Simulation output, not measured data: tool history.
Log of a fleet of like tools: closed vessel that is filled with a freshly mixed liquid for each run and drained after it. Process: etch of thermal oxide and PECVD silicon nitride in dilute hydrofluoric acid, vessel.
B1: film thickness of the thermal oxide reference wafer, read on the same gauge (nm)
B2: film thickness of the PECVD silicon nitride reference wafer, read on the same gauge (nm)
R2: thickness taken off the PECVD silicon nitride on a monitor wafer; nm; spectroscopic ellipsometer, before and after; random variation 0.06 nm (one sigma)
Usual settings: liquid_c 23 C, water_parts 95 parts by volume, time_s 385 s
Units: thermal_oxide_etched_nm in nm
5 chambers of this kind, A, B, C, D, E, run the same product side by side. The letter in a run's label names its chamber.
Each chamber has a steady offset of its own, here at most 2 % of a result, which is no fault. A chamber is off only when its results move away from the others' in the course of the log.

run 1B hour=9.8 | liquid_c=23 water_parts=95 time_s=385 | B1=140.03 B2=99.977 | thermal_oxide_etched_nm=18.809 R2=7.8286
run 2E hour=21.7 | liquid_c=23 water_parts=95 time_s=385 | B1=139.99 B2=99.999 | thermal_oxide_etched_nm=19.109 R2=7.8181
run 3D hour=35.3 | liquid_c=23 water_parts=95 time_s=385 | B1=140.02 B2=99.989 | thermal_oxide_etched_nm=18.919 R2=7.6291
run 4A hour=45.1 | liquid_c=23 water_parts=95 time_s=385 | B1=140.01 B2=99.998 | thermal_oxide_etched_nm=19.285 R2=7.8369
-- hour=48.8 chamber D: thermometer replaced
run 5C hour=52.4 | liquid_c=23 water_parts=95 time_s=385 | B1=140.02 B2=100.01 | thermal_oxide_etched_nm=19.019 R2=7.789
run 6C hour=61.1 | liquid_c=23 water_parts=95 time_s=385 | B1=140 B2=100.01 | thermal_oxide_etched_nm=19.282 R2=7.7705
run 7A hour=69 | liquid_c=23 water_parts=95 time_s=385 | B1=140 B2=99.995 | thermal_oxide_etched_nm=18.983 R2=7.7813
run 8E hour=82.5 | liquid_c=23 water_parts=95 time_s=385 | B1=140 B2=99.992 | thermal_oxide_etched_nm=18.981 R2=7.8103
run 9D hour=91 | liquid_c=23 water_parts=95 time_s=385 | B1=139.99 B2=99.999 | thermal_oxide_etched_nm=19.053 R2=7.6296
run 10B hour=97.7 | liquid_c=23 water_parts=95 time_s=185 | B1=140.04 B2=99.994 | thermal_oxide_etched_nm=8.8393 R2=3.6411
run 11A hour=104 | liquid_c=23 water_parts=95 time_s=185 | B1=140 B2=100.01 | thermal_oxide_etched_nm=9.2357 R2=3.7269
run 12B hour=113.3 | liquid_c=23 water_parts=95 time_s=185 | B1=140.02 B2=100.01 | thermal_oxide_etched_nm=8.8734 R2=3.618
run 13C hour=126.3 | liquid_c=23 water_parts=95 time_s=185 | B1=139.98 B2=100.01 | thermal_oxide_etched_nm=9.1887 R2=3.7586
-- hour=128 chamber D: hydrofluoric acid flow meter replaced
run 14D hour=134.4 | liquid_c=23 water_parts=95 time_s=185 | B1=139.98 B2=100.02 | thermal_oxide_etched_nm=9.2035 R2=3.7252
run 15E hour=141.8 | liquid_c=23 water_parts=95 time_s=385 | B1=139.98 B2=99.997 | thermal_oxide_etched_nm=19.078 R2=7.7262
run 16E hour=155.1 | liquid_c=23 water_parts=95 time_s=385 | B1=140 B2=100.02 | thermal_oxide_etched_nm=18.824 R2=7.8641
run 17A hour=163.7 | liquid_c=23 water_parts=95 time_s=385 | B1=140.06 B2=100.01 | thermal_oxide_etched_nm=19.043 R2=7.917
run 18D hour=175.1 | liquid_c=23 water_parts=130 time_s=385 | B1=140.02 B2=99.986 | thermal_oxide_etched_nm=13.529 R2=5.671
run 19B hour=185.2 | liquid_c=23 water_parts=130 time_s=385 | B1=140 B2=100.01 | thermal_oxide_etched_nm=12.597 R2=5.3495
run 20C hour=192 | liquid_c=23 water_parts=130 time_s=385 | B1=140.03 B2=99.991 | thermal_oxide_etched_nm=13.315 R2=5.7924
run 21E hour=199.2 | liquid_c=23 water_parts=130 time_s=385 | B1=139.97 B2=100.01 | thermal_oxide_etched_nm=13.363 R2=5.7509
-- hour=205.5 chamber B: hydrofluoric acid flow meter replaced
run 22D hour=210.2 | liquid_c=23 water_parts=130 time_s=385 | B1=140 B2=100.03 | thermal_oxide_etched_nm=13.512 R2=5.7277
run 23C hour=220.4 | liquid_c=23 water_parts=95 time_s=385 | B1=139.97 B2=99.998 | thermal_oxide_etched_nm=19.033 R2=7.7387
run 24A hour=232.1 | liquid_c=23 water_parts=95 time_s=385 | B1=139.96 B2=99.994 | thermal_oxide_etched_nm=19.105 R2=7.8814
-- hour=238.1 chamber A: hydrofluoric acid flow meter replaced
run 25B hour=240.2 | liquid_c=23 water_parts=95 time_s=385 | B1=139.96 B2=100 | thermal_oxide_etched_nm=17.935 R2=7.1948
run 26D hour=246.7 | liquid_c=23 water_parts=95 time_s=385 | B1=140.03 B2=100 | thermal_oxide_etched_nm=19.031 R2=7.7415
run 27B hour=254.9 | liquid_c=23 water_parts=95 time_s=385 | B1=139.99 B2=100 | thermal_oxide_etched_nm=17.778 R2=7.0822
run 28E hour=268.3 | liquid_c=23 water_parts=95 time_s=385 | B1=139.99 B2=99.993 | thermal_oxide_etched_nm=18.977 R2=7.8097
run 29C hour=275.9 | liquid_c=23 water_parts=95 time_s=385 | B1=139.97 B2=100.01 | thermal_oxide_etched_nm=19.283 R2=7.8106
-- hour=284 chamber E: hydrofluoric acid flow meter replaced
run 30A hour=285.7 | liquid_c=23 water_parts=95 time_s=385 | B1=140.02 B2=100.01 | thermal_oxide_etched_nm=19.179 R2=7.8091
run 31B hour=296.2 | liquid_c=23 water_parts=95 time_s=385 | B1=139.96 B2=99.994 | thermal_oxide_etched_nm=17.742 R2=7.0777
run 32C hour=309.4 | liquid_c=24.5 water_parts=115 time_s=385 | B1=140 B2=99.987 | thermal_oxide_etched_nm=16.682 R2=7.1481
run 33D hour=316.3 | liquid_c=24.5 water_parts=115 time_s=385 | B1=139.99 B2=99.991 | thermal_oxide_etched_nm=16.296 R2=7.0841
-- hour=321.6 chamber C: thermometer replaced
run 34A hour=327.7 | liquid_c=24.5 water_parts=115 time_s=385 | B1=139.98 B2=99.987 | thermal_oxide_etched_nm=16.256 R2=7.1672
run 35E hour=336.9 | liquid_c=24.5 water_parts=115 time_s=385 | B1=140.03 B2=99.998 | thermal_oxide_etched_nm=16.12 R2=7.123
run 36D hour=347.7 | liquid_c=24.5 water_parts=115 time_s=385 | B1=140.03 B2=100.02 | thermal_oxide_etched_nm=16.488 R2=7.1345
run 37E hour=359.6 | liquid_c=23 water_parts=95 time_s=385 | B1=140.01 B2=100 | thermal_oxide_etched_nm=18.788 R2=7.8454
run 38B hour=369.9 | liquid_c=19 water_parts=95 time_s=385 | B1=140.01 B2=99.994 | thermal_oxide_etched_nm=14.953 R2=5.108
run 39A hour=381.4 | liquid_c=19 water_parts=95 time_s=385 | B1=139.98 B2=99.994 | thermal_oxide_etched_nm=16.257 R2=5.9833
run 40C hour=388.7 | liquid_c=19 water_parts=95 time_s=385 | B1=140 B2=99.979 | thermal_oxide_etched_nm=16.27 R2=5.9624
run 41E hour=394.7 | liquid_c=19 water_parts=95 time_s=385 | B1=140.02 B2=100.01 | thermal_oxide_etched_nm=16.189 R2=5.9924
run 42B hour=401.5 | liquid_c=19 water_parts=95 time_s=385 | B1=140.01 B2=99.995 | thermal_oxide_etched_nm=14.318 R2=5.1026
run 43C hour=411.8 | liquid_c=20 water_parts=65 time_s=385 | B1=140.01 B2=99.996 | thermal_oxide_etched_nm=26.056 R2=9.2594

What goes on in this fleet: one chamber off, a drifting gauge, or nothing beyond the chambers' own small offsets? Name the chamber and the cause, if any.

Chamber B drifts away from the others.
Cause: liquid colder than its thermometer reads (K) = 2.39.

Here are 4 candidates for chamber B's next run, each the usual settings with a change, their results left as question marks. Which one brings its results back in line with what the others give on the usual settings?
In line means no further than this from the other chambers' mean on the usual settings: thermal_oxide_etched_nm 0.63 nm; R2 0.21 nm
run 44B-1 hour=421.7 | liquid_c=19.5 water_parts=90 time_s=340 | thermal_oxide_etched_nm=? R2=?
run 44B-2 hour=421.7 | liquid_c=25 water_parts=100 time_s=415 | thermal_oxide_etched_nm=? R2=?
run 44B-3 hour=421.7 | liquid_c=21 water_parts=90 time_s=355 | thermal_oxide_etched_nm=? R2=?
run 44B-4 hour=421.7 | liquid_c=26.5 water_parts=100 time_s=435 | thermal_oxide_etched_nm=? R2=?

The other chambers' mean on the usual settings: thermal_oxide_etched_nm 19.039 nm; R2 7.795 nm
run=44B-1 thermal_oxide_etched_nm=13.849 R2=4.8551
run=44B-2 thermal_oxide_etched_nm=18.795 R2=7.7357
run=44B-3 thermal_oxide_etched_nm=15.39 R2=5.6185
run=44B-4 thermal_oxide_etched_nm=20.899 R2=8.944
44B-2 brings the chamber back in line.
